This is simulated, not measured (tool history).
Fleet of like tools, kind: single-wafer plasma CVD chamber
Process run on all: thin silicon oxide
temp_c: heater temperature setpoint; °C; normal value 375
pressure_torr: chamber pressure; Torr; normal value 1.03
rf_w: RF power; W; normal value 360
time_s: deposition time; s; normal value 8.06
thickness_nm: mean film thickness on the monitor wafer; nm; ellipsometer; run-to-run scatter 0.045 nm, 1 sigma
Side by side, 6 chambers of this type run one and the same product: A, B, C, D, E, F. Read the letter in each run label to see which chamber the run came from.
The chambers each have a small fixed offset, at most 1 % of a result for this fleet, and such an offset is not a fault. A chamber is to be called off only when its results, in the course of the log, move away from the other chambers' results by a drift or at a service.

| run | hour | temp_c | pressure_torr | rf_w | time_s | read-back reference wafer on the same gauge, thickness_nm | thickness_nm |
|---|---|---|---|---|---|---|---|
| 1E | 4.3 | 375 | 1.03 | 360 | 8.06 | 16.004 | 19.758 |
| 2A | 10.4 | 375 | 1.03 | 360 | 8.06 | 16.001 | 19.773 |
| 3B | 14.5 | 375 | 1.03 | 360 | 8.06 | 15.992 | 19.771 |
| 4D | 20.9 | 375 | 1.03 | 360 | 8.06 | 16.003 | 20.067 |
| 5C | 26.2 | 375 | 1.03 | 360 | 8.06 | 15.995 | 19.937 |
| 6F | 29.4 | 375 | 1.03 | 360 | 8.06 | 15.996 | 19.833 |
| 7D | 33.4 | 375 | 1.03 | 425 | 8.58 | 15.998 | 22.619 |
| 8C | 38.8 | 375 | 1.03 | 425 | 8.58 | 15.994 | 22.485 |
| 9E | 44.3 | 375 | 1.03 | 425 | 8.58 | 16.009 | 22.352 |
| 10B | 47.7 | 375 | 1.03 | 425 | 8.58 | 16.005 | 22.28 |
| 11A | 53.2 | 375 | 1.03 | 425 | 8.58 | 16.003 | 22.459 |
| 12F | 58.4 | 375 | 1.03 | 425 | 8.58 | 16.008 | 22.468 |
|  | 60.8 | chamber F: capacitance manometer re-zeroed and calibrated |
| 13F | 63.7 | 375 | 1.03 | 360 | 8.06 | 15.995 | 19.899 |
| 14D | 67.2 | 375 | 1.03 | 360 | 8.06 | 16 | 20.023 |
| 15A | 71.4 | 375 | 0.89 | 360 | 8.06 | 16.001 | 17.625 |
| 16E | 77.1 | 375 | 0.89 | 360 | 8.06 | 15.999 | 17.71 |
| 17C | 80.3 | 375 | 0.89 | 360 | 8.06 | 15.995 | 17.699 |
| 18B | 86.6 | 375 | 0.89 | 360 | 8.06 | 15.996 | 17.672 |
| 19D | 91.5 | 375 | 0.89 | 360 | 8.06 | 16.002 | 17.951 |
| 20B | 97.3 | 375 | 0.89 | 360 | 8.06 | 16.007 | 17.642 |
| 21F | 101.6 | 375 | 1.03 | 360 | 8.06 | 16.014 | 19.75 |
| 22A | 104.9 | 375 | 1.03 | 360 | 8.06 | 15.996 | 19.761 |
|  | 105.5 | chamber F: thermocouple changed; heater temperature recalibrated |
| 23C | 110.7 | 375 | 1.03 | 360 | 6.53 | 16.007 | 16.076 |
| 24E | 115.1 | 375 | 1.03 | 360 | 6.53 | 15.998 | 16.065 |
| 25E | 118.2 | 375 | 1.03 | 360 | 6.53 | 15.99 | 16.053 |
| 26A | 123.6 | 375 | 1.03 | 360 | 6.53 | 16.012 | 15.979 |
| 27B | 126.8 | 375 | 1.03 | 360 | 6.53 | 16.006 | 16.107 |
| 28F | 132.2 | 375 | 1.03 | 360 | 6.53 | 15.994 | 15.943 |
| 29C | 135.5 | 366 | 1.03 | 360 | 9.28 | 15.998 | 23.012 |
| 30D | 141.9 | 366 | 1.03 | 360 | 9.28 | 15.996 | 23.275 |
| 31E | 147.1 | 366 | 1.03 | 360 | 9.28 | 15.996 | 22.936 |
| 32B | 151.9 | 366 | 1.03 | 360 | 9.28 | 15.991 | 22.954 |
| 33A | 157.6 | 366 | 1.03 | 360 | 9.28 | 16 | 22.865 |
| 34D | 163.8 | 366 | 1.03 | 360 | 9.28 | 16.004 | 23.266 |
| 35F | 168.2 | 375 | 1.03 | 360 | 8.06 | 15.992 | 19.663 |
| 36C | 174.2 | 375 | 1.03 | 360 | 8.06 | 15.997 | 19.942 |
| 37E | 178.4 | 375 | 1.03 | 360 | 8.06 | 15.997 | 19.82 |
| 38C | 183.8 | 375 | 1.03 | 360 | 8.06 | 16 | 19.918 |
| 39B | 189.6 | 375 | 1.03 | 360 | 8.06 | 16.01 | 19.753 |

Each of the 6 chambers runs these same settings next. Fill in every chamber's results:
| 40A | 194.3 | 375 | 1.03 | 360 | 7.27 |  | ? |
| 40B | 194.3 | 375 | 1.03 | 360 | 7.27 |  | ? |
| 40C | 194.3 | 375 | 1.03 | 360 | 7.27 |  | ? |
| 40D | 194.3 | 375 | 1.03 | 360 | 7.27 |  | ? |
| 40E | 194.3 | 375 | 1.03 | 360 | 7.27 |  | ? |
| 40F | 194.3 | 375 | 1.03 | 360 | 7.27 |  | ? |

| run | thickness_nm |
|---|---|
| 40A | 17.83 |
| 40B | 17.925 |
| 40C | 18.004 |
| 40D | 18.118 |
| 40E | 17.894 |
| 40F | 17.615 |
